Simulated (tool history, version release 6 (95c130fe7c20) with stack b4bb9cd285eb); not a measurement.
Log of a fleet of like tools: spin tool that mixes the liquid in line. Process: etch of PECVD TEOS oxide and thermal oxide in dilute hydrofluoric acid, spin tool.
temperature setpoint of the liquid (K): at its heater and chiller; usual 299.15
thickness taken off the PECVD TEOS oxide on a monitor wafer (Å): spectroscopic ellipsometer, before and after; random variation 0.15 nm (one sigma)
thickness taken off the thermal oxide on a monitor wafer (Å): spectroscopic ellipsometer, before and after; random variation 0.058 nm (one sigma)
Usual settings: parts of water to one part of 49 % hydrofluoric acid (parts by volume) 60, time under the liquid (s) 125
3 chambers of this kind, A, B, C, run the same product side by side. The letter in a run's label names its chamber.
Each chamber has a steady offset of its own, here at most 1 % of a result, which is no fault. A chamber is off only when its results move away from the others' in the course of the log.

run,hour,temperature setpoint of the liquid (K),parts of water to one part of 49 % hydrofluoric acid (parts by volume),time under the liquid (s),"read-back film thickness of the PECVD TEOS oxide reference wafer, read on the same gauge (nm)","read-back film thickness of the thermal oxide reference wafer, read on the same gauge (nm)",thickness taken off the PECVD TEOS oxide on a monitor wafer (Å),thickness taken off the thermal oxide on a monitor wafer (Å)
1A,9.2,299.15,60,125,120.01,40.034,200.42,112.160
2B,19.0,299.15,60,125,119.98,40.012,199.42,113.840
3C,27.4,299.15,60,125,120.00,39.985,205.68,112.630
4B,37.3,299.15,60,125,120.01,40.003,202.44,113.790
5A,42.1,299.15,60,125,120.00,39.991,205.06,112.230
6C,50.4,299.15,60,125,120.01,39.986,206.10,111.930
7B,55.3,299.15,60,125,120.02,40.002,201.38,112.460
8C,62.5,299.15,60,125,119.97,39.989,203.54,112.640
9A,67.5,299.15,60,125,120.02,39.998,205.37,111.830
10A,76.4,299.15,60,125,120.00,39.989,203.91,113.250
11B,86.2,299.15,60,125,119.97,39.995,201.48,113.840
12C,95.3,299.15,60,125,119.96,40.012,205.23,113.100
13C,103.6,299.15,60,125,120.00,39.975,202.09,112.530
14A,112.3,299.15,60,125,120.01,40.002,204.00,111.870
15B,117.8,299.15,60,125,119.95,40.008,199.97,113.820
16C,126.9,299.15,60,125,119.98,39.996,204.17,112.400
17A,132.9,299.15,60,125,120.01,40.006,205.81,111.670
18B,138.6,299.15,60,125,119.99,39.990,204.10,113.760
19B,147.8,299.15,60,125,119.98,40.013,203.27,113.750
20C,157.1,299.15,60,125,119.96,40.006,202.36,111.910
21A,165.6,299.15,60,125,120.00,40.012,205.03,113.350
22B,172.3,299.15,60,125,119.97,40.017,203.64,113.760
23C,181.1,299.15,60,125,120.00,40.005,204.59,111.800
24A,188.0,299.15,60,125,119.98,40.000,207.28,112.790
25C,195.7,299.15,60,125,120.00,40.002,205.09,112.340
26A,204.6,299.15,60,125,120.00,40.000,202.93,112.300
27B,209.3,299.15,60,125,120.03,40.012,200.77,114.570
28A,214.7,299.15,60,125,119.99,40.001,203.08,112.470
29C,220.6,299.15,60,125,120.01,40.007,204.20,111.660
# hour 227.1: chamber B: hydrofluoric acid flow meter replaced
30B,228.9,297.15,70,125,119.99,40.002,158.66,88.016
31B,235.2,297.15,70,125,120.00,39.995,157.33,87.812
32C,243.4,297.15,70,125,120.02,39.992,159.41,88.711
33A,251.4,299.15,35,125,120.01,40.024,366.72,201.620
34B,256.4,299.15,35,125,120.02,40.015,359.73,202.460
35A,266.2,299.15,35,125,119.99,40.010,364.45,199.400
36C,270.9,299.15,75,125,119.99,39.967,159.49,88.309
37C,280.1,299.15,75,125,119.96,40.037,160.46,87.642
38B,286.1,299.15,75,125,120.00,39.995,159.70,88.926
39A,291.2,303.65,60,125,120.00,40.001,241.56,134.040

Next, every chamber runs the same settings. What will each give?
40A,298.3,299.15,75,125,,,?,?
40B,298.3,299.15,75,125,,,?,?
40C,298.3,299.15,75,125,,,?,?

run,thickness taken off the PECVD TEOS oxide on a monitor wafer (Å),thickness taken off the thermal oxide on a monitor wafer (Å)
40A,161.01,88.468
40B,158.25,88.344
40C,161.81,87.981

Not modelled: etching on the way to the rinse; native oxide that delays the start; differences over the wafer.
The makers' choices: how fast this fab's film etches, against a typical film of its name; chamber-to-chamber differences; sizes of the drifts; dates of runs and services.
